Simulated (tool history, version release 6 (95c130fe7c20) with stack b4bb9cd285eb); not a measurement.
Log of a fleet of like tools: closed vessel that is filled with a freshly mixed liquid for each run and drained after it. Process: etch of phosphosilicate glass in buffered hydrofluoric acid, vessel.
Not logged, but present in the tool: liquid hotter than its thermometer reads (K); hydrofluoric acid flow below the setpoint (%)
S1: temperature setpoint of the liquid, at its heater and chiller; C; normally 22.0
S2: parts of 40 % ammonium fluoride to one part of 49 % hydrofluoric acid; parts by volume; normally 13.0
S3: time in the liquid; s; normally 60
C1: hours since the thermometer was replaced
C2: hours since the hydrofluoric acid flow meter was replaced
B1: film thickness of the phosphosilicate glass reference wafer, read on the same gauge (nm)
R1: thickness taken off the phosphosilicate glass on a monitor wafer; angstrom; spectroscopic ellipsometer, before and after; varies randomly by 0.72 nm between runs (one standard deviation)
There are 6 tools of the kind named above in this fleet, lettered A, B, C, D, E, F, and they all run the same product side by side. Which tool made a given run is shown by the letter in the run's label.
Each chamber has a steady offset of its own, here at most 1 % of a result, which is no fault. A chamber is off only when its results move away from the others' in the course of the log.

{"run": "1A", "day": 0.433, "S1": 22.0, "S2": 13.0, "S3": 60, "C1": 525.4, "C2": 245.5, "B1": 120.0, "R1": 2267.7}
{"run": "2E", "day": 0.892, "S1": 22.0, "S2": 13.0, "S3": 60, "C1": 945.5, "C2": 508.8, "B1": 120.01, "R1": 2264.3}
{"run": "3C", "day": 1.354, "S1": 22.0, "S2": 13.0, "S3": 60, "C1": 933.3, "C2": 1229.8, "B1": 120.02, "R1": 2278.6}
{"run": "4F", "day": 1.692, "S1": 22.0, "S2": 13.0, "S3": 60, "C1": 1155.7, "C2": 763.7, "B1": 119.99, "R1": 2274.1}
{"day": 1.792, "done": "chamber E: hydrofluoric acid flow meter replaced"}
{"run": "5D", "day": 1.996, "S1": 17.5, "S2": 13.0, "S3": 30, "C1": 300.7, "C2": 85.9, "B1": 120.01, "R1": 884.5}
{"run": "6B", "day": 2.312, "S1": 17.5, "S2": 13.0, "S3": 30, "C1": 723.7, "C2": 271.9, "B1": 119.99, "R1": 878.04}
{"run": "7E", "day": 2.8, "S1": 17.5, "S2": 13.0, "S3": 30, "C1": 991.3, "C2": 24.3, "B1": 119.97, "R1": 886.81}
{"day": 2.842, "done": "chamber F: hydrofluoric acid flow meter replaced"}
{"run": "8C", "day": 3.017, "S1": 17.5, "S2": 13.0, "S3": 30, "C1": 973.2, "C2": 1269.7, "B1": 120.0, "R1": 885.43}
{"run": "9B", "day": 3.408, "S1": 17.5, "S2": 13.0, "S3": 30, "C1": 750.0, "C2": 298.2, "B1": 120.0, "R1": 873.3}
{"run": "10D", "day": 3.854, "S1": 17.5, "S2": 13.0, "S3": 30, "C1": 345.3, "C2": 130.5, "B1": 120.0, "R1": 884.85}
{"run": "11A", "day": 4.125, "S1": 26.0, "S2": 13.0, "S3": 60, "C1": 614.0, "C2": 334.1, "B1": 120.01, "R1": 2854.5}
{"run": "12F", "day": 4.346, "S1": 26.0, "S2": 13.0, "S3": 60, "C1": 1219.4, "C2": 36.1, "B1": 120.02, "R1": 2835.7}
{"run": "13E", "day": 4.817, "S1": 26.0, "S2": 13.0, "S3": 60, "C1": 1039.7, "C2": 72.7, "B1": 119.99, "R1": 2817.3}
{"day": 5.004, "done": "chamber B: thermometer replaced"}
{"run": "14F", "day": 5.212, "S1": 26.0, "S2": 13.0, "S3": 60, "C1": 1240.2, "C2": 56.9, "B1": 120.03, "R1": 2845.1}
{"run": "15D", "day": 5.6, "S1": 26.0, "S2": 13.0, "S3": 60, "C1": 387.2, "C2": 172.4, "B1": 119.99, "R1": 2811.4}
{"run": "16A", "day": 5.862, "S1": 26.0, "S2": 13.0, "S3": 60, "C1": 655.7, "C2": 375.8, "B1": 120.01, "R1": 2845.3}
{"run": "17B", "day": 6.1, "S1": 24.5, "S2": 16.0, "S3": 60, "C1": 26.4, "C2": 362.8, "B1": 120.01, "R1": 2113.9}
{"run": "18C", "day": 6.333, "S1": 24.5, "S2": 16.0, "S3": 60, "C1": 1052.8, "C2": 1349.3, "B1": 120.0, "R1": 2120.9}
{"run": "19C", "day": 6.688, "S1": 24.5, "S2": 16.0, "S3": 60, "C1": 1061.3, "C2": 1357.8, "B1": 120.02, "R1": 2117.9}
{"run": "20D", "day": 7.183, "S1": 24.5, "S2": 16.0, "S3": 60, "C1": 425.2, "C2": 210.4, "B1": 120.02, "R1": 2125.1}
{"run": "21A", "day": 7.671, "S1": 24.5, "S2": 16.0, "S3": 60, "C1": 699.1, "C2": 419.2, "B1": 120.0, "R1": 2138.1}
{"run": "22F", "day": 8.021, "S1": 24.5, "S2": 16.0, "S3": 60, "C1": 1307.6, "C2": 124.3, "B1": 120.0, "R1": 2126.9}
{"run": "23B", "day": 8.412, "S1": 22.0, "S2": 13.0, "S3": 60, "C1": 81.9, "C2": 418.3, "B1": 120.0, "R1": 2270.6}
{"run": "24E", "day": 8.867, "S1": 22.0, "S2": 15.5, "S3": 60, "C1": 1136.9, "C2": 169.9, "B1": 119.99, "R1": 1919.2}
{"run": "25D", "day": 9.304, "S1": 22.0, "S2": 15.5, "S3": 60, "C1": 476.1, "C2": 261.3, "B1": 119.99, "R1": 1905.2}
{"run": "26B", "day": 9.712, "S1": 22.0, "S2": 15.5, "S3": 60, "C1": 113.1, "C2": 449.5, "B1": 120.0, "R1": 1899.5}
{"run": "27C", "day": 10.162, "S1": 22.0, "S2": 15.5, "S3": 60, "C1": 1144.7, "C2": 1441.2, "B1": 120.0, "R1": 1905.6}
{"run": "28E", "day": 10.583, "S1": 22.0, "S2": 15.5, "S3": 60, "C1": 1178.1, "C2": 211.1, "B1": 120.01, "R1": 1909.1}
{"run": "29A", "day": 11.079, "S1": 22.0, "S2": 15.5, "S3": 60, "C1": 780.9, "C2": 501.0, "B1": 120.0, "R1": 1929.3}
{"run": "30F", "day": 11.383, "S1": 22.0, "S2": 13.0, "S3": 60, "C1": 1388.3, "C2": 205.0, "B1": 120.0, "R1": 2270.2}
{"run": "31A", "day": 11.612, "S1": 25.5, "S2": 8.5, "S3": 60, "C1": 793.7, "C2": 513.8, "B1": 120.0, "R1": 4111.0}
{"run": "32B", "day": 12.025, "S1": 25.5, "S2": 8.5, "S3": 60, "C1": 168.6, "C2": 505.0, "B1": 120.0, "R1": 4046.9}
{"run": "33E", "day": 12.279, "S1": 25.5, "S2": 8.5, "S3": 60, "C1": 1218.8, "C2": 251.8, "B1": 119.99, "R1": 4036.5}
{"run": "34C", "day": 12.504, "S1": 25.5, "S2": 8.5, "S3": 60, "C1": 1200.9, "C2": 1497.4, "B1": 120.02, "R1": 4054.8}
{"day": 12.783, "done": "chamber B: hydrofluoric acid flow meter replaced"}
{"day": 12.883, "done": "chamber D: thermometer replaced"}
{"run": "35D", "day": 12.988, "S1": 25.5, "S2": 8.5, "S3": 60, "C1": 2.5, "C2": 349.7, "B1": 120.0, "R1": 4029.2}
{"run": "36F", "day": 13.375, "S1": 25.5, "S2": 8.5, "S3": 60, "C1": 1436.1, "C2": 252.8, "B1": 120.0, "R1": 4060.0}
{"run": "37D", "day": 13.721, "S1": 22.0, "S2": 13.0, "S3": 60, "C1": 20.1, "C2": 367.3, "B1": 119.95, "R1": 2271.5}
{"run": "38A", "day": 14.175, "S1": 22.0, "S2": 13.0, "S3": 60, "C1": 855.2, "C2": 575.3, "B1": 119.99, "R1": 2279.0}
{"run": "39B", "day": 14.662, "S1": 22.0, "S2": 13.0, "S3": 60, "C1": 231.9, "C2": 45.2, "B1": 120.01, "R1": 2258.1}
{"run": "40E", "day": 15.162, "S1": 22.0, "S2": 13.0, "S3": 60, "C1": 1288.0, "C2": 321.0, "B1": 120.01, "R1": 2284.6}

All 6 chambers run these settings next. Forecast each chamber's results:
{"run": "41A", "day": 15.521, "S1": 22.0, "S2": 13.0, "S3": 30, "R1": "?"}
{"run": "41B", "day": 15.521, "S1": 22.0, "S2": 13.0, "S3": 30, "R1": "?"}
{"run": "41C", "day": 15.521, "S1": 22.0, "S2": 13.0, "S3": 30, "R1": "?"}
{"run": "41D", "day": 15.521, "S1": 22.0, "S2": 13.0, "S3": 30, "R1": "?"}
{"run": "41E", "day": 15.521, "S1": 22.0, "S2": 13.0, "S3": 30, "R1": "?"}
{"run": "41F", "day": 15.521, "S1": 22.0, "S2": 13.0, "S3": 30, "R1": "?"}

run=41A R1=1144.00
run=41B R1=1129.50
run=41C R1=1142.70
run=41D R1=1129.30
run=41E R1=1136.10
run=41F R1=1137.80
